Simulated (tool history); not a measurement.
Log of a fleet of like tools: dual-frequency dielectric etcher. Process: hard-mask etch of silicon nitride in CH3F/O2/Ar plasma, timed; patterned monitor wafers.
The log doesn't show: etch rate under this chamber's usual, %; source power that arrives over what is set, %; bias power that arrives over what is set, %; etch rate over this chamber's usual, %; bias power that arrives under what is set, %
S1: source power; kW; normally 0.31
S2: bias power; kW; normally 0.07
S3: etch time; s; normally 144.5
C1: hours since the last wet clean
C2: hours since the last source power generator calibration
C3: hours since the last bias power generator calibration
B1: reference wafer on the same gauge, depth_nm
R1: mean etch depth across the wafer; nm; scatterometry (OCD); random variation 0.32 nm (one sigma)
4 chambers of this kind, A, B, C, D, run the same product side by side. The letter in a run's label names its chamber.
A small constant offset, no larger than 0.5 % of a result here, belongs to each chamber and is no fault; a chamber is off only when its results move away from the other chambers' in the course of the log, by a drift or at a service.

run,day,S1,S2,S3,C1,C2,C3,B1,R1
1D,0.275,0.31,0.07,144.5,76.3,1899.3,2928.4,81.427,89.911
2A,0.725,0.31,0.07,144.5,420.9,201.8,1110.4,81.35,91.455
3C,1.204,0.31,0.07,144.5,335.6,2421.8,1458.5,81.43,91.209
4B,1.642,0.31,0.07,144.5,188.2,344.5,1383.1,81.417,90.794
5C,2.121,0.31,0.07,144.5,357.6,2443.8,1480.5,81.373,91.354
6D,2.404,0.31,0.07,144.5,127.4,1950.4,2979.5,81.467,90.5
7B,2.65,0.31,0.061,144.5,212.4,368.7,1407.3,81.375,86.971
8A,2.883,0.31,0.061,144.5,472.7,253.6,1162.2,81.453,86.55
9A,3.292,0.31,0.061,144.5,482.5,263.4,1172,81.424,86.573
10B,3.592,0.31,0.061,144.5,235,391.3,1429.9,81.354,86.715
11C,3.862,0.31,0.07,144.5,399.4,2485.6,1522.3,81.368,90.97
12D,4.383,0.31,0.07,144.5,174.9,1997.9,3027,81.43,90.774
13B,4.683,0.31,0.07,169.5,261.2,417.5,1456.1,81.351,106.54
# day 4.7: chamber A: wet clean of the chamber
14D,4.917,0.31,0.07,169.5,187.7,2010.7,3039.8,81.455,106.13
15A,5.212,0.31,0.07,169.5,12.4,309.5,1218.1,81.379,102.33
16C,5.479,0.31,0.07,169.5,438.2,2524.4,1561.1,81.438,106.29
17C,5.979,0.31,0.07,144.5,450.2,2536.4,1573.1,81.423,91.576
# day 6.138: chamber C: source power generator calibrated
18A,6.308,0.31,0.07,144.5,38.7,335.8,1244.4,81.461,87.055
19B,6.558,0.31,0.07,144.5,306.2,462.5,1501.1,81.4,90.716
# day 6.646: chamber C: wet clean of the chamber
20D,7.025,0.31,0.07,144.5,238.3,2061.3,3090.4,81.414,90.383
21A,7.538,0.31,0.07,144.5,68.2,365.3,1273.9,81.432,87.296
22C,7.983,0.31,0.07,144.5,32.2,44.3,1621.2,81.42,92.083
23B,8.358,0.31,0.07,144.5,349.4,505.7,1544.3,81.404,90.948
24D,8.808,0.31,0.07,144.5,281.1,2104.1,3133.2,81.433,90.352
25A,9.158,0.27,0.07,144.5,107.1,404.2,1312.8,81.429,82.78
26D,9.433,0.27,0.07,144.5,296.1,2119.1,3148.2,81.347,85.789
27B,9.762,0.27,0.07,144.5,383.1,539.4,1578,81.434,86.04
28C,10.158,0.27,0.07,144.5,84.4,96.5,1673.4,81.37,86.375
29D,10.596,0.31,0.07,144.5,324,2147,3176.1,81.292,90.66
30B,10.858,0.31,0.07,158,409.4,565.7,1604.3,81.378,99.946
31C,11.117,0.31,0.07,158,107.4,119.5,1696.4,81.424,99.774
32A,11.346,0.31,0.07,158,159.6,456.7,1365.3,81.473,95.762
33A,11.742,0.31,0.07,158,169.1,466.2,1374.8,81.418,95.155
34C,11.983,0.31,0.07,106.5,128.2,140.3,1717.2,81.376,67.554
35D,12.375,0.31,0.07,106.5,366.7,2189.7,3218.8,81.421,66.637
36B,12.862,0.31,0.07,106.5,457.5,613.8,1652.4,81.415,67.123
37C,13.167,0.31,0.07,106.5,156.6,168.7,1745.6,81.384,67.207
38D,13.671,0.31,0.07,144.5,397.8,2220.8,3249.9,81.42,90.312
39B,14.154,0.31,0.07,144.5,488.5,644.8,1683.4,81.381,91.128
40A,14.6,0.31,0.07,144.5,237.7,534.8,1443.4,81.351,87.543

Predict what each chamber gives when all 4 of them run the settings below next.
41A,14.983,0.31,0.07,144.5,,,,,?
41B,14.983,0.31,0.07,144.5,,,,,?
41C,14.983,0.31,0.07,144.5,,,,,?
41D,14.983,0.31,0.07,144.5,,,,,?

run,R1
41A,87.407
41B,91.323
41C,91.34
41D,90.223
